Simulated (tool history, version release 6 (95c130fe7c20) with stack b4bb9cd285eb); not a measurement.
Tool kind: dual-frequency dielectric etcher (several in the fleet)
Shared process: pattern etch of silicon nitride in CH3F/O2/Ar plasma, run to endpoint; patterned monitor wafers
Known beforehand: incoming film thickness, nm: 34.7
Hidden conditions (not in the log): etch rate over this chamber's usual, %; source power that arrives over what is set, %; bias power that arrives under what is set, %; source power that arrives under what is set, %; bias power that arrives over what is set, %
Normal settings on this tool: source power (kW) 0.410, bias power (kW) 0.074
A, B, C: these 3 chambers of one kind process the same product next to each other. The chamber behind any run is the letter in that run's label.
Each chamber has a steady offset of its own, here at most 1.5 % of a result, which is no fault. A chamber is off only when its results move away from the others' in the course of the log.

run,hour,source power (kW),bias power (kW),hours since the last wet clean,hours since the last source power generator calibration,hours since the last bias power generator calibration,endpoint time (s)
1A,9.4,0.410,0.074,210.8,235.5,1912.1,48.771
# hour 16.2: chamber B: source power generator calibrated
2B,18.0,0.410,0.074,179.9,1.8,1380.2,48.949
3C,29.0,0.410,0.074,154.9,1562.6,3081.5,48.527
4B,36.5,0.410,0.074,198.4,20.3,1398.7,49.056
5A,49.1,0.410,0.074,250.5,275.2,1951.8,49.079
6C,55.6,0.410,0.074,181.5,1589.2,3108.1,48.511
7C,62.5,0.410,0.074,188.4,1596.1,3115.0,48.896
8B,69.8,0.460,0.084,231.7,53.6,1432.0,44.411
9A,77.9,0.460,0.084,279.3,304.0,1980.6,44.719
10B,88.9,0.460,0.084,250.8,72.7,1451.1,44.642
11A,99.1,0.410,0.074,300.5,325.2,2001.8,49.196
12C,106.5,0.410,0.074,232.4,1640.1,3159.0,48.495
13B,117.0,0.410,0.074,278.9,100.8,1479.2,48.730
14C,129.3,0.410,0.074,255.2,1662.9,3181.8,48.846
15A,142.1,0.410,0.074,343.5,368.2,2044.8,49.094
16A,150.7,0.490,0.074,352.1,376.8,2053.4,45.422
17B,162.2,0.490,0.074,324.1,146.0,1524.4,45.759
18C,173.4,0.490,0.074,299.3,1707.0,3225.9,45.822
19A,179.3,0.410,0.074,380.7,405.4,2082.0,48.901
20B,187.8,0.510,0.060,349.7,171.6,1550.0,48.148
21C,200.5,0.510,0.060,326.4,1734.1,3253.0,48.355
# hour 210.1: chamber B: wet clean of the chamber
22B,211.2,0.510,0.060,1.2,195.0,1573.4,48.079
23C,223.7,0.410,0.074,349.6,1757.3,3276.2,48.640

Predict what each chamber gives when all 3 of them run the settings below next.
24A,233.1,0.410,0.074,,,,?
24B,233.1,0.410,0.074,,,,?
24C,233.1,0.410,0.074,,,,?

run,endpoint time (s)
24A,48.995
24B,48.884
24C,48.875
